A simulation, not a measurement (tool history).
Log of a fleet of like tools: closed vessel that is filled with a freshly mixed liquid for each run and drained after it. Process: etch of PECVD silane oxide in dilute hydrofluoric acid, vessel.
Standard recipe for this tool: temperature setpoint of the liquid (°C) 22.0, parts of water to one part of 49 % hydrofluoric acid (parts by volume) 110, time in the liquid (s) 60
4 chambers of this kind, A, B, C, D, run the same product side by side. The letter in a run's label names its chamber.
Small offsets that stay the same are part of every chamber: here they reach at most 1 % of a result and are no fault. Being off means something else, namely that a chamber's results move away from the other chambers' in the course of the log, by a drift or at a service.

run   hour  temperature setpoint of the liquid (°C)  parts of water to one part of 49 % hydrofluoric acid (parts by volume)  time in the liquid (s)  hours since the thermometer was replaced  hours since the hydrofluoric acid flow meter was replaced  read-back film thickness of the PECVD silane oxide reference wafer, read on the same gauge (nm)  thickness taken off the PECVD silane oxide on a monitor wafer (Å)
 1D   10.7                                     22.0                                                                     110                      60                                     678.5                                                      613.1                                                                                           149.99                                                            115.840
 2B   20.0                                     22.0                                                                     110                      60                                      98.3                                                      807.9                                                                                           149.98                                                            115.450
 3A   33.5                                     22.0                                                                     110                      60                                    1671.0                                                      715.4                                                                                           150.01                                                            118.100
 4C   47.0                                     22.0                                                                     110                      60                                     484.7                                                      596.5                                                                                           150.03                                                            119.020
 5B   57.5                                     22.0                                                                      65                      50                                     135.8                                                      845.4                                                                                           149.99                                                            176.840
 6C   69.4                                     22.0                                                                      65                      50                                     507.1                                                      618.9                                                                                           150.04                                                            173.490
 7A   76.1                                     22.0                                                                      65                      50                                    1713.6                                                      758.0                                                                                           150.00                                                            175.850
 8D   90.7                                     22.0                                                                      65                      50                                     758.5                                                      693.1                                                                                           149.99                                                            175.310
 9B  105.6                                     22.0                                                                     110                      60                                     183.9                                                      893.5                                                                                           150.03                                                            117.530
     115.0  -- chamber A: hydrofluoric acid flow meter replaced
10D  119.1                                     22.0                                                                     110                      60                                     786.9                                                      721.5                                                                                           150.03                                                            118.240
11C  125.9                                     25.0                                                                     110                      60                                     563.6                                                      675.4                                                                                           150.01                                                            132.390
12A  140.5                                     25.0                                                                     110                      60                                    1778.0                                                       25.6                                                                                           149.96                                                            134.310
13B  149.1                                     25.0                                                                     110                      60                                     227.4                                                      937.0                                                                                           150.06                                                            131.410
14A  158.5                                     25.0                                                                     110                      60                                    1796.0                                                       43.6                                                                                           149.98                                                            134.890
15D  173.6                                     22.0                                                                     110                      60                                     841.4                                                      776.0                                                                                           150.03                                                            117.080
16C  181.3                                     22.0                                                                     110                      60                                     619.0                                                      730.8                                                                                           149.99                                                            119.830
17C  191.5                                     22.0                                                                     110                      60                                     629.2                                                      741.0                                                                                           150.01                                                            119.670
18B  206.2                                     22.0                                                                     110                      60                                     284.5                                                      994.1                                                                                           150.00                                                            118.700
19D  221.0                                     22.0                                                                     110                      60                                     888.8                                                      823.4                                                                                           150.03                                                            116.960
20A  234.4                                     22.0                                                                     110                      60                                    1871.9                                                      119.5                                                                                           149.96                                                            119.100
21C  242.3                                     22.0                                                                     110                      60                                     680.0                                                      791.8                                                                                           149.98                                                            121.480
22B  255.0                                     22.0                                                                     110                      60                                     333.3                                                     1042.9                                                                                           149.98                                                            118.180
     258.3  -- chamber A: thermometer replaced
23D  267.1                                     22.0                                                                     110                      60                                     934.9                                                      869.5                                                                                           149.99                                                            115.270
24A  280.0                                     22.0                                                                     110                      60                                      21.7                                                      165.1                                                                                           150.03                                                            118.270
25A  291.0                                     22.0                                                                     110                      60                                      32.7                                                      176.1                                                                                           149.96                                                            117.460
26C  301.5                                     19.5                                                                     110                      60                                     739.2                                                      851.0                                                                                           149.98                                                            111.770
27B  315.4                                     19.5                                                                     110                      60                                     393.7                                                     1103.3                                                                                           149.99                                                            107.070
28D  328.1                                     19.5                                                                     110                      60                                     995.9                                                      930.5                                                                                           150.00                                                            104.860
29B  335.1                                     19.5                                                                     110                      60                                     413.4                                                     1123.0                                                                                           150.02                                                            106.220
30A  348.1                                     22.0                                                                     110                      60                                      89.8                                                      233.2                                                                                           149.97                                                            118.640
31D  357.2                                     22.0                                                                     110                      60                                    1025.0                                                      959.6                                                                                           149.98                                                            116.410
32C  371.0                                     22.0                                                                     110                      60                                     808.7                                                      920.5                                                                                           150.01                                                            125.110
33C  380.5                                     22.0                                                                     110                      60                                     818.2                                                      930.0                                                                                           150.00                                                            126.080
34D  393.4                                     22.0                                                                     110                      60                                    1061.2                                                      995.8                                                                                           150.03                                                            116.190
35A  400.6                                     22.0                                                                     110                      60                                     142.3                                                      285.7                                                                                           149.97                                                            119.160
36B  407.2                                     22.0                                                                     110                      60                                     485.5                                                     1195.1                                                                                           150.02                                                            117.160
37B  420.2                                     22.0                                                                     110                      60                                     498.5                                                     1208.1                                                                                           149.99                                                            116.230
38C  435.1                                     22.0                                                                     110                      60                                     872.8                                                      984.6                                                                                           149.99                                                            129.570
39D  448.0                                     22.0                                                                     110                      60                                    1115.8                                                     1050.4                                                                                           150.00                                                            116.440
40A  461.6                                     22.0                                                                     110                      60                                     203.3                                                      346.7                                                                                           149.99                                                            118.570
41B  470.5                                     22.0                                                                     145                      35                                     548.8                                                     1258.4                                                                                           149.99                                                             50.449
42A  484.2                                     22.0                                                                     145                      35                                     225.9                                                      369.3                                                                                           149.97                                                             50.475

For the next run the whole fleet of 4 chambers uses the same settings. Give each chamber's results:
43A  495.2                                     22.0                                                                      85                      60                                                                                                                                                                                                                                                                        ?
43B  495.2                                     22.0                                                                      85                      60                                                                                                                                                                                                                                                                        ?
43C  495.2                                     22.0                                                                      85                      60                                                                                                                                                                                                                                                                        ?
43D  495.2                                     22.0                                                                      85                      60                                                                                                                                                                                                                                                                        ?

run  thickness taken off the PECVD silane oxide on a monitor wafer (Å)
43A                                                            158.940
43B                                                            154.620
43C                                                            173.770
43D                                                            155.240
